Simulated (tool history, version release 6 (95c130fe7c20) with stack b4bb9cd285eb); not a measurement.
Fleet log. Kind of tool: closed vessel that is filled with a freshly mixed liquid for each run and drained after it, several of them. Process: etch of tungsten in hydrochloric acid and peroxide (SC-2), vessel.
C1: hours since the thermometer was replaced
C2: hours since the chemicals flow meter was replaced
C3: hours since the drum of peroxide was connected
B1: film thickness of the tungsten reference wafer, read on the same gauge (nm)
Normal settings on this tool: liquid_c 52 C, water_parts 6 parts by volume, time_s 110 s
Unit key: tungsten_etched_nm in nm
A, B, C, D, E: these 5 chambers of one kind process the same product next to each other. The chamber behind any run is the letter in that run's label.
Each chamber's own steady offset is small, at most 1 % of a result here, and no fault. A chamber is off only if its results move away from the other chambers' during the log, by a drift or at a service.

Run 1E, hour 7.7: usual settings; C1 1242.4; C2 1358.1; C3 581.0; B1 119.99. Result: tungsten_etched_nm 35.169 nm.
Run 2D, hour 12.9: usual settings; C1 338.1; C2 1298.5; C3 502.6; B1 120.00. Result: tungsten_etched_nm 34.693 nm.
Run 3C, hour 17.4: usual settings; C1 169.7; C2 1201.3; C3 177.7; B1 120.00. Result: tungsten_etched_nm 34.785 nm.
Run 4B, hour 22.0: usual settings; C1 1694.9; C2 1021.9; C3 724.9; B1 120.00. Result: tungsten_etched_nm 34.217 nm.
Run 5A, hour 29.1: usual settings; C1 726.7; C2 108.0; C3 395.3; B1 120.00. Result: tungsten_etched_nm 35.069 nm.
Run 6D, hour 37.4: usual settings; C1 362.6; C2 1323.0; C3 527.1; B1 120.00. Result: tungsten_etched_nm 34.713 nm.
Run 7C, hour 42.9: usual settings; C1 195.2; C2 1226.8; C3 203.2; B1 120.02. Result: tungsten_etched_nm 34.314 nm.
Run 8E, hour 47.2: usual settings but liquid_c 47 C, time_s 175 s; C1 1281.9; C2 1397.6; C3 620.5; B1 119.99. Result: tungsten_etched_nm 39.918 nm.
Run 9A, hour 53.9: usual settings but liquid_c 47 C, time_s 175 s; C1 751.5; C2 132.8; C3 420.1; B1 120.01. Result: tungsten_etched_nm 40.364 nm.
Run 10B, hour 59.5: usual settings but liquid_c 47 C, time_s 175 s; C1 1732.4; C2 1059.4; C3 762.4; B1 120.00. Result: tungsten_etched_nm 39.336 nm.
Run 11A, hour 64.3: usual settings but liquid_c 47 C, time_s 175 s; C1 761.9; C2 143.2; C3 430.5; B1 119.98. Result: tungsten_etched_nm 39.538 nm.
Run 12B, hour 71.6: usual settings but liquid_c 47 C, time_s 175 s; C1 1744.5; C2 1071.5; C3 774.5; B1 120.02. Result: tungsten_etched_nm 39.902 nm.
Run 13D, hour 79.2: usual settings; C1 404.4; C2 1364.8; C3 568.9; B1 120.00. Result: tungsten_etched_nm 35.400 nm.
Run 14C, hour 83.2: usual settings; C1 235.5; C2 1267.1; C3 243.5; B1 120.00. Result: tungsten_etched_nm 35.212 nm.
Run 15E, hour 88.4: usual settings; C1 1323.1; C2 1438.8; C3 661.7; B1 120.00. Result: tungsten_etched_nm 35.043 nm.
Run 16C, hour 97.0: usual settings; C1 249.3; C2 1280.9; C3 257.3; B1 120.00. Result: tungsten_etched_nm 34.600 nm.
Run 17A, hour 102.9: usual settings; C1 800.5; C2 181.8; C3 469.1; B1 120.00. Result: tungsten_etched_nm 34.707 nm.
Run 18D, hour 109.5: usual settings; C1 434.7; C2 1395.1; C3 599.2; B1 119.99. Result: tungsten_etched_nm 34.492 nm.
Run 19B, hour 117.0: usual settings; C1 1789.9; C2 1116.9; C3 819.9; B1 120.01. Result: tungsten_etched_nm 34.903 nm.
Run 20E, hour 121.5: usual settings; C1 1356.2; C2 1471.9; C3 694.8; B1 120.00. Result: tungsten_etched_nm 34.867 nm.
Run 21A, hour 128.7: usual settings; C1 826.3; C2 207.6; C3 494.9; B1 119.99. Result: tungsten_etched_nm 35.058 nm.
Run 22C, hour 135.0: usual settings; C1 287.3; C2 1318.9; C3 295.3; B1 119.99. Result: tungsten_etched_nm 34.443 nm.
Run 23D, hour 140.2: usual settings; C1 465.4; C2 1425.8; C3 629.9; B1 120.00. Result: tungsten_etched_nm 35.275 nm.
Run 24E, hour 146.5: usual settings; C1 1381.2; C2 1496.9; C3 719.8; B1 119.98. Result: tungsten_etched_nm 35.011 nm.
At hour 148.1: chamber E: new drum of peroxide connected.
Run 25B, hour 155.0: usual settings but water_parts 5 parts by volume; C1 1827.9; C2 1154.9; C3 857.9; B1 119.97. Result: tungsten_etched_nm 39.774 nm.
Run 26B, hour 159.6: usual settings but water_parts 5 parts by volume; C1 1832.5; C2 1159.5; C3 862.5; B1 119.98. Result: tungsten_etched_nm 39.936 nm.
Run 27C, hour 168.2: usual settings but water_parts 5 parts by volume; C1 320.5; C2 1352.1; C3 328.5; B1 119.98. Result: tungsten_etched_nm 39.675 nm.
Run 28A, hour 173.7: usual settings but water_parts 5 parts by volume; C1 871.3; C2 252.6; C3 539.9; B1 119.99. Result: tungsten_etched_nm 39.129 nm.
Run 29D, hour 178.5: usual settings but water_parts 5 parts by volume; C1 503.7; C2 1464.1; C3 668.2; B1 120.00. Result: tungsten_etched_nm 41.551 nm.
At hour 185.3: chamber A: thermometer replaced.
Run 30E, hour 186.6: usual settings; C1 1421.3; C2 1537.0; C3 38.6; B1 120.01. Result: tungsten_etched_nm 35.130 nm.
At hour 188.6: chamber D: chemicals flow meter replaced.
Run 31E, hour 193.6: usual settings; C1 1428.3; C2 1544.0; C3 45.6; B1 120.00. Result: tungsten_etched_nm 35.611 nm.
Run 32D, hour 201.7: usual settings; C1 526.9; C2 13.1; C3 691.4; B1 120.02. Result: tungsten_etched_nm 36.252 nm.
Run 33B, hour 207.1: usual settings; C1 1880.0; C2 1207.0; C3 910.0; B1 120.00. Result: tungsten_etched_nm 34.325 nm.
Run 34C, hour 212.4: usual settings; C1 364.7; C2 1396.3; C3 372.7; B1 119.99. Result: tungsten_etched_nm 34.430 nm.
Run 35A, hour 220.3: usual settings; C1 35.0; C2 299.2; C3 586.5; B1 119.99. Result: tungsten_etched_nm 34.621 nm.
Run 36B, hour 227.8: usual settings; C1 1900.7; C2 1227.7; C3 930.7; B1 120.00. Result: tungsten_etched_nm 35.213 nm.

Does one chamber stand apart from the rest, does the shared gauge drift, or is all well apart from small per-chamber offsets? Give the chamber and the most likely cause, where there is one.

It is chamber D that slowly wanders off from its peers.
Cause: liquid hotter than its thermometer reads (K) = 0.83.

Which of the 4 candidates below, each the usual settings with something changed and its results left as question marks, puts chamber D back in line with what the other chambers give on the usual settings?
In-line tolerance around the mean of the other chambers on the usual settings: tungsten_etched_nm 1.100 nm
Run 37D-1, hour 234.0: usual settings but water_parts 7.0 parts by volume. Result: tungsten_etched_nm ?.
Run 37D-2, hour 234.0: usual settings but liquid_c 53 C, time_s 115 s. Result: tungsten_etched_nm ?.
Run 37D-3, hour 234.0: usual settings but water_parts 5.5 parts by volume. Result: tungsten_etched_nm ?.
Run 37D-4, hour 234.0: usual settings but time_s 105 s. Result: tungsten_etched_nm ?.

Mean of the other chambers on the usual settings: tungsten_etched_nm 34.931 nm
  run  tungsten_etched_nm
37D-1              32.882
37D-2              41.246
37D-3              39.353
37D-4              35.255
37D-4 brings the chamber back in line.
